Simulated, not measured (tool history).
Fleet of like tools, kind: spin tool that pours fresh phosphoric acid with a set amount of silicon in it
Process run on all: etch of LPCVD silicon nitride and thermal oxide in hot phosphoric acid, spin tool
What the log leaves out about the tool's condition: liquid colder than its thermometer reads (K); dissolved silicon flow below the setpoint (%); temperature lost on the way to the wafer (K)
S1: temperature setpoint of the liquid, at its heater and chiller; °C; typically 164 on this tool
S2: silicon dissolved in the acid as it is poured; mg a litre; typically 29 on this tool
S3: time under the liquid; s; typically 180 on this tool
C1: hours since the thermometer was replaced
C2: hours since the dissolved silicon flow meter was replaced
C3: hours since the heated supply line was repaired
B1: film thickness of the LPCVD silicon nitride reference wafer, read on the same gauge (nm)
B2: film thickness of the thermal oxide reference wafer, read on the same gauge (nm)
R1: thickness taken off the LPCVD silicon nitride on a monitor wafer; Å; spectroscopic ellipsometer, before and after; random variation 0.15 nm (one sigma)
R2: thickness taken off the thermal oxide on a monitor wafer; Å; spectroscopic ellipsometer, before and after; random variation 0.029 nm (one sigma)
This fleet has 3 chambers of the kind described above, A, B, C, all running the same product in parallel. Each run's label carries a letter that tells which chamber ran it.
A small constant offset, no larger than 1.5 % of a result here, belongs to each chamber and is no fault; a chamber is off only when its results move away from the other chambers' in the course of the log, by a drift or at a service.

{"run": "1C", "hour": 7.3, "S1": 164, "S2": 29, "S3": 180, "C1": 204.9, "C2": 1814.7, "C3": 2519, "B1": 110.01, "B2": 49.999, "R1": 175.51, "R2": 3.2467}
{"run": "2A", "hour": 15.6, "S1": 164, "S2": 29, "S3": 180, "C1": 1041.8, "C2": 538.4, "C3": 1238.5, "B1": 110, "B2": 50.001, "R1": 175.48, "R2": 3.0478}
{"run": "3B", "hour": 23.0, "S1": 164, "S2": 29, "S3": 180, "C1": 2186.5, "C2": 572.4, "C3": 346.5, "B1": 109.99, "B2": 50.008, "R1": 172.29, "R2": 2.8992}
{"run": "4A", "hour": 31.6, "S1": 164, "S2": 29, "S3": 180, "C1": 1057.8, "C2": 554.4, "C3": 1254.5, "B1": 110, "B2": 50.016, "R1": 173.45, "R2": 3.1864}
{"run": "5C", "hour": 39.0, "S1": 164, "S2": 29, "S3": 180, "C1": 236.6, "C2": 1846.4, "C3": 2550.7, "B1": 109.99, "B2": 50.002, "R1": 174.61, "R2": 2.7606}
{"run": "6B", "hour": 50.0, "S1": 164, "S2": 29, "S3": 180, "C1": 2213.5, "C2": 599.4, "C3": 373.5, "B1": 109.98, "B2": 49.998, "R1": 172.69, "R2": 2.9555}
{"hour": 56.8, "done": "chamber C: dissolved silicon flow meter replaced"}
{"run": "7C", "hour": 59.8, "S1": 164, "S2": 29, "S3": 180, "C1": 257.4, "C2": 3, "C3": 2571.5, "B1": 109.99, "B2": 49.981, "R1": 175.41, "R2": 3.2366}
{"run": "8B", "hour": 70.1, "S1": 164, "S2": 29, "S3": 180, "C1": 2233.6, "C2": 619.5, "C3": 393.6, "B1": 109.99, "B2": 49.996, "R1": 175.27, "R2": 3.6064}
{"run": "9A", "hour": 77.2, "S1": 164, "S2": 29, "S3": 180, "C1": 1103.4, "C2": 600, "C3": 1300.1, "B1": 110, "B2": 49.983, "R1": 173.51, "R2": 2.797}
{"run": "10B", "hour": 83.9, "S1": 164, "S2": 29, "S3": 180, "C1": 2247.4, "C2": 633.3, "C3": 407.4, "B1": 110, "B2": 49.979, "R1": 174, "R2": 3.2223}
{"run": "11A", "hour": 90.3, "S1": 164, "S2": 29, "S3": 180, "C1": 1116.5, "C2": 613.1, "C3": 1313.2, "B1": 110, "B2": 49.994, "R1": 175.56, "R2": 3.3623}
{"run": "12C", "hour": 101.1, "S1": 164, "S2": 16.5, "S3": 180, "C1": 298.7, "C2": 44.3, "C3": 2612.8, "B1": 109.99, "B2": 49.976, "R1": 170.16, "R2": 4.2906}
{"run": "13A", "hour": 109.8, "S1": 164, "S2": 16.5, "S3": 180, "C1": 1136, "C2": 632.6, "C3": 1332.7, "B1": 109.98, "B2": 50.023, "R1": 174.17, "R2": 4.901}
{"run": "14C", "hour": 119.1, "S1": 164, "S2": 16.5, "S3": 180, "C1": 316.7, "C2": 62.3, "C3": 2630.8, "B1": 110.01, "B2": 49.97, "R1": 165.85, "R2": 5.1628}
{"run": "15B", "hour": 127.0, "S1": 167, "S2": 29, "S3": 135, "C1": 2290.5, "C2": 676.4, "C3": 450.5, "B1": 110, "B2": 49.995, "R1": 144.07, "R2": 3.5125}
{"run": "16A", "hour": 136.8, "S1": 167, "S2": 29, "S3": 135, "C1": 1163, "C2": 659.6, "C3": 1359.7, "B1": 110.01, "B2": 49.991, "R1": 146.2, "R2": 2.5563}
{"run": "17B", "hour": 146.0, "S1": 167, "S2": 29, "S3": 135, "C1": 2309.5, "C2": 695.4, "C3": 469.5, "B1": 110, "B2": 49.982, "R1": 142.31, "R2": 2.2933}
{"run": "18C", "hour": 152.5, "S1": 164, "S2": 29, "S3": 180, "C1": 350.1, "C2": 95.7, "C3": 2664.2, "B1": 110.01, "B2": 49.98, "R1": 166.91, "R2": 3.0731}
{"run": "19B", "hour": 161.5, "S1": 164, "S2": 29, "S3": 180, "C1": 2325, "C2": 710.9, "C3": 485, "B1": 110.01, "B2": 49.973, "R1": 174.48, "R2": 2.9709}
{"run": "20C", "hour": 170.9, "S1": 164, "S2": 29, "S3": 180, "C1": 368.5, "C2": 114.1, "C3": 2682.6, "B1": 109.99, "B2": 50.009, "R1": 165.68, "R2": 2.8731}
{"run": "21A", "hour": 181.8, "S1": 164, "S2": 29, "S3": 180, "C1": 1208, "C2": 704.6, "C3": 1404.7, "B1": 110.01, "B2": 49.987, "R1": 173.58, "R2": 2.735}
{"run": "22C", "hour": 188.5, "S1": 164, "S2": 29, "S3": 180, "C1": 386.1, "C2": 131.7, "C3": 2700.2, "B1": 110.01, "B2": 50.006, "R1": 162.32, "R2": 2.8957}
{"run": "23B", "hour": 195.1, "S1": 164, "S2": 29, "S3": 180, "C1": 2358.6, "C2": 744.5, "C3": 518.6, "B1": 109.99, "B2": 49.992, "R1": 174.88, "R2": 2.8035}
{"run": "24A", "hour": 202.3, "S1": 164, "S2": 29, "S3": 180, "C1": 1228.5, "C2": 725.1, "C3": 1425.2, "B1": 109.99, "B2": 50.034, "R1": 176.31, "R2": 3.2202}
{"run": "25B", "hour": 209.4, "S1": 164, "S2": 29, "S3": 180, "C1": 2372.9, "C2": 758.8, "C3": 532.9, "B1": 109.99, "B2": 50.01, "R1": 176.92, "R2": 2.7245}
{"run": "26C", "hour": 214.8, "S1": 164, "S2": 29, "S3": 180, "C1": 412.4, "C2": 158, "C3": 2726.5, "B1": 109.99, "B2": 49.978, "R1": 161.07, "R2": 2.4454}

Predict what each chamber gives when all 3 of them run the settings below next.
{"run": "27A", "hour": 223.0, "S1": 164, "S2": 29, "S3": 180, "R1": "?", "R2": "?"}
{"run": "27B", "hour": 223.0, "S1": 164, "S2": 29, "S3": 180, "R1": "?", "R2": "?"}
{"run": "27C", "hour": 223.0, "S1": 164, "S2": 29, "S3": 180, "R1": "?", "R2": "?"}

run=27A R1=177.24 R2=2.9845
run=27B R1=175.21 R2=3.251
run=27C R1=161.15 R2=2.7502

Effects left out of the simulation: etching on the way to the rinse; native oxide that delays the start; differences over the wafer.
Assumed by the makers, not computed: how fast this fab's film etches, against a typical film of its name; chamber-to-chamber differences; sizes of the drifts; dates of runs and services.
